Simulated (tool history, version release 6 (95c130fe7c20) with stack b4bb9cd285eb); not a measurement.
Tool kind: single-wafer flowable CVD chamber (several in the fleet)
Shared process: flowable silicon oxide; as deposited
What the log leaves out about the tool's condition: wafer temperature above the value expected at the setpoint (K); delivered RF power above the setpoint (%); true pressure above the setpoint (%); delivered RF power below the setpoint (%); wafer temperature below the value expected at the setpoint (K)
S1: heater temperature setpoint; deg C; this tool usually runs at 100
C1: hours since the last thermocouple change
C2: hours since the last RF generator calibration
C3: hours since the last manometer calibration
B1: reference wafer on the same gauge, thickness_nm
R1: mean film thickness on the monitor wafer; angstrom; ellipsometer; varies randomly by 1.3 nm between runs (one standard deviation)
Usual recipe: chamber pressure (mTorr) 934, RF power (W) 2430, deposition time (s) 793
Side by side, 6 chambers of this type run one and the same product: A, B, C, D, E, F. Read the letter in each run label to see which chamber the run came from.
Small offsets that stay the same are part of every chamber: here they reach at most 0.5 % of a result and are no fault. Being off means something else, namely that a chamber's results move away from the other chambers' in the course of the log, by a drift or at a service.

{"run": "1B", "hour": 2.1, "S1": 100, "chamber pressure (mTorr)": 934, "RF power (W)": 2430, "deposition time (s)": 793, "C1": 1891.3, "C2": 356.9, "C3": 2391.9, "B1": 615.11, "R1": 6044.5}
{"run": "2A", "hour": 5.1, "S1": 100, "chamber pressure (mTorr)": 934, "RF power (W)": 2430, "deposition time (s)": 793, "C1": 993, "C2": 134.5, "C3": 2508.1, "B1": 615.06, "R1": 6043.1}
{"run": "3D", "hour": 8.7, "S1": 100, "chamber pressure (mTorr)": 934, "RF power (W)": 2430, "deposition time (s)": 793, "C1": 1676, "C2": 1503.4, "C3": 945.3, "B1": 614.98, "R1": 6090.1}
{"run": "4C", "hour": 11.6, "S1": 100, "chamber pressure (mTorr)": 934, "RF power (W)": 2430, "deposition time (s)": 793, "C1": 917.9, "C2": 289.9, "C3": 93.8, "B1": 614.88, "R1": 6073.6}
{"run": "5F", "hour": 13.6, "S1": 112, "chamber pressure (mTorr)": 934, "RF power (W)": 2755, "deposition time (s)": 793, "C1": 152.1, "C2": 1166.5, "C3": 543.1, "B1": 614.91, "R1": 4114.3}
{"run": "6E", "hour": 15.6, "S1": 112, "chamber pressure (mTorr)": 934, "RF power (W)": 2755, "deposition time (s)": 793, "C1": 366.7, "C2": 1475.8, "C3": 2659.2, "B1": 614.8, "R1": 4160.6}
{"run": "7D", "hour": 18.9, "S1": 112, "chamber pressure (mTorr)": 934, "RF power (W)": 2755, "deposition time (s)": 793, "C1": 1686.2, "C2": 1513.6, "C3": 955.5, "B1": 615.11, "R1": 4156.3}
{"run": "8A", "hour": 22.9, "S1": 112, "chamber pressure (mTorr)": 934, "RF power (W)": 2755, "deposition time (s)": 793, "C1": 1010.8, "C2": 152.3, "C3": 2525.9, "B1": 614.97, "R1": 4139.6}
{"run": "9E", "hour": 26.5, "S1": 112, "chamber pressure (mTorr)": 934, "RF power (W)": 2755, "deposition time (s)": 793, "C1": 377.6, "C2": 1486.7, "C3": 2670.1, "B1": 615, "R1": 4158.5}
{"run": "10B", "hour": 28.7, "S1": 112, "chamber pressure (mTorr)": 934, "RF power (W)": 2755, "deposition time (s)": 793, "C1": 1917.9, "C2": 383.5, "C3": 2418.5, "B1": 614.89, "R1": 4119.8}
{"run": "11C", "hour": 31.9, "S1": 100, "chamber pressure (mTorr)": 934, "RF power (W)": 2430, "deposition time (s)": 793, "C1": 938.2, "C2": 310.2, "C3": 114.1, "B1": 615.14, "R1": 6092.7}
{"run": "12F", "hour": 35.8, "S1": 100, "chamber pressure (mTorr)": 934, "RF power (W)": 2430, "deposition time (s)": 793, "C1": 174.3, "C2": 1188.7, "C3": 565.3, "B1": 614.63, "R1": 6044.1}
{"run": "13C", "hour": 38.6, "S1": 100, "chamber pressure (mTorr)": 934, "RF power (W)": 2430, "deposition time (s)": 793, "C1": 944.9, "C2": 316.9, "C3": 120.8, "B1": 614.97, "R1": 6094.3}
{"run": "14A", "hour": 42.0, "S1": 100, "chamber pressure (mTorr)": 934, "RF power (W)": 2430, "deposition time (s)": 793, "C1": 1029.9, "C2": 171.4, "C3": 2545, "B1": 615, "R1": 6050.6}
{"run": "15F", "hour": 46.0, "S1": 100, "chamber pressure (mTorr)": 934, "RF power (W)": 2430, "deposition time (s)": 793, "C1": 184.5, "C2": 1198.9, "C3": 575.5, "B1": 614.8, "R1": 6047}
{"hour": 46.6, "done": "chamber F: RF generator calibrated"}
{"run": "16B", "hour": 49.5, "S1": 100, "chamber pressure (mTorr)": 934, "RF power (W)": 2430, "deposition time (s)": 793, "C1": 1938.7, "C2": 404.3, "C3": 2439.3, "B1": 614.82, "R1": 6053.8}
{"run": "17E", "hour": 52.2, "S1": 100, "chamber pressure (mTorr)": 934, "RF power (W)": 2430, "deposition time (s)": 793, "C1": 403.3, "C2": 1512.4, "C3": 2695.8, "B1": 615.02, "R1": 6091.3}
{"run": "18D", "hour": 56.3, "S1": 100, "chamber pressure (mTorr)": 934, "RF power (W)": 2430, "deposition time (s)": 793, "C1": 1723.6, "C2": 1551, "C3": 992.9, "B1": 614.82, "R1": 6090.4}
{"run": "19D", "hour": 58.9, "S1": 100, "chamber pressure (mTorr)": 934, "RF power (W)": 2430, "deposition time (s)": 793, "C1": 1726.2, "C2": 1553.6, "C3": 995.5, "B1": 614.52, "R1": 6076}
{"run": "20E", "hour": 61.3, "S1": 100, "chamber pressure (mTorr)": 934, "RF power (W)": 2430, "deposition time (s)": 793, "C1": 412.4, "C2": 1521.5, "C3": 2704.9, "B1": 614.85, "R1": 6103}
{"run": "21B", "hour": 64.5, "S1": 100, "chamber pressure (mTorr)": 934, "RF power (W)": 2430, "deposition time (s)": 793, "C1": 1953.7, "C2": 419.3, "C3": 2454.3, "B1": 615.23, "R1": 6027.7}
{"run": "22C", "hour": 67.4, "S1": 100, "chamber pressure (mTorr)": 934, "RF power (W)": 2430, "deposition time (s)": 793, "C1": 973.7, "C2": 345.7, "C3": 149.6, "B1": 615.2, "R1": 6087.3}
{"run": "23A", "hour": 71.2, "S1": 100, "chamber pressure (mTorr)": 934, "RF power (W)": 2430, "deposition time (s)": 793, "C1": 1059.1, "C2": 200.6, "C3": 2574.2, "B1": 615.07, "R1": 6036}
{"run": "24F", "hour": 73.8, "S1": 88, "chamber pressure (mTorr)": 1086, "RF power (W)": 2430, "deposition time (s)": 793, "C1": 212.3, "C2": 27.3, "C3": 603.3, "B1": 615.01, "R1": 10644}
{"run": "25E", "hour": 75.9, "S1": 88, "chamber pressure (mTorr)": 1086, "RF power (W)": 2430, "deposition time (s)": 793, "C1": 427, "C2": 1536.1, "C3": 2719.5, "B1": 615, "R1": 10812}
{"run": "26A", "hour": 79.1, "S1": 88, "chamber pressure (mTorr)": 1086, "RF power (W)": 2430, "deposition time (s)": 793, "C1": 1067, "C2": 208.5, "C3": 2582.1, "B1": 614.94, "R1": 10706}
{"run": "27F", "hour": 82.1, "S1": 88, "chamber pressure (mTorr)": 1086, "RF power (W)": 2430, "deposition time (s)": 793, "C1": 220.6, "C2": 35.6, "C3": 611.6, "B1": 615.11, "R1": 10610}
{"run": "28D", "hour": 84.9, "S1": 88, "chamber pressure (mTorr)": 1086, "RF power (W)": 2430, "deposition time (s)": 793, "C1": 1752.2, "C2": 1579.6, "C3": 1021.5, "B1": 615.35, "R1": 10703}
{"run": "29C", "hour": 87.1, "S1": 88, "chamber pressure (mTorr)": 1086, "RF power (W)": 2430, "deposition time (s)": 793, "C1": 993.4, "C2": 365.4, "C3": 169.3, "B1": 615.2, "R1": 10698}
{"run": "30B", "hour": 90.3, "S1": 100, "chamber pressure (mTorr)": 934, "RF power (W)": 2430, "deposition time (s)": 793, "C1": 1979.5, "C2": 445.1, "C3": 2480.1, "B1": 614.91, "R1": 6039.2}
{"run": "31C", "hour": 93.7, "S1": 100, "chamber pressure (mTorr)": 934, "RF power (W)": 2430, "deposition time (s)": 793, "C1": 1000, "C2": 372, "C3": 175.9, "B1": 614.94, "R1": 6065.2}
{"run": "32E", "hour": 96.8, "S1": 100, "chamber pressure (mTorr)": 934, "RF power (W)": 2430, "deposition time (s)": 793, "C1": 447.9, "C2": 1557, "C3": 2740.4, "B1": 615.28, "R1": 6067.3}
{"run": "33B", "hour": 100.4, "S1": 100, "chamber pressure (mTorr)": 934, "RF power (W)": 2430, "deposition time (s)": 793, "C1": 1989.6, "C2": 455.2, "C3": 2490.2, "B1": 614.82, "R1": 6024.3}
{"hour": 102.7, "done": "chamber A: thermocouple changed; heater temperature recalibrated"}
{"run": "34D", "hour": 103.6, "S1": 100, "chamber pressure (mTorr)": 934, "RF power (W)": 2020, "deposition time (s)": 915, "C1": 1770.9, "C2": 1598.3, "C3": 1040.2, "B1": 614.67, "R1": 6809}
{"run": "35A", "hour": 106.1, "S1": 100, "chamber pressure (mTorr)": 934, "RF power (W)": 2020, "deposition time (s)": 915, "C1": 3.5, "C2": 235.5, "C3": 2609.1, "B1": 614.85, "R1": 6783.9}
{"run": "36F", "hour": 108.2, "S1": 100, "chamber pressure (mTorr)": 934, "RF power (W)": 2020, "deposition time (s)": 915, "C1": 246.7, "C2": 61.7, "C3": 637.7, "B1": 614.9, "R1": 6731.5}
{"run": "37A", "hour": 112.3, "S1": 100, "chamber pressure (mTorr)": 934, "RF power (W)": 2020, "deposition time (s)": 915, "C1": 9.7, "C2": 241.7, "C3": 2615.3, "B1": 615.07, "R1": 6762.5}
{"run": "38F", "hour": 115.2, "S1": 100, "chamber pressure (mTorr)": 934, "RF power (W)": 2020, "deposition time (s)": 915, "C1": 253.7, "C2": 68.7, "C3": 644.7, "B1": 614.97, "R1": 6746.9}
{"run": "39C", "hour": 117.3, "S1": 100, "chamber pressure (mTorr)": 934, "RF power (W)": 2020, "deposition time (s)": 915, "C1": 1023.6, "C2": 395.6, "C3": 199.5, "B1": 614.92, "R1": 6831.7}
{"run": "40E", "hour": 120.7, "S1": 100, "chamber pressure (mTorr)": 934, "RF power (W)": 2590, "deposition time (s)": 793, "C1": 471.8, "C2": 1580.9, "C3": 2764.3, "B1": 614.95, "R1": 6146.5}
{"run": "41B", "hour": 124.9, "S1": 100, "chamber pressure (mTorr)": 934, "RF power (W)": 2590, "deposition time (s)": 793, "C1": 2014.1, "C2": 479.7, "C3": 2514.7, "B1": 615.29, "R1": 6082.4}
{"run": "42D", "hour": 127.1, "S1": 100, "chamber pressure (mTorr)": 934, "RF power (W)": 2590, "deposition time (s)": 793, "C1": 1794.4, "C2": 1621.8, "C3": 1063.7, "B1": 615.22, "R1": 6144.4}

Is one chamber out of step, is the gauge drifting, or do the chambers differ by no more than their own small offsets? For an off chamber, give its letter and the likeliest cause.

Neither any chamber nor the gauge drifts; the chambers differ only by their own small, steady offsets.
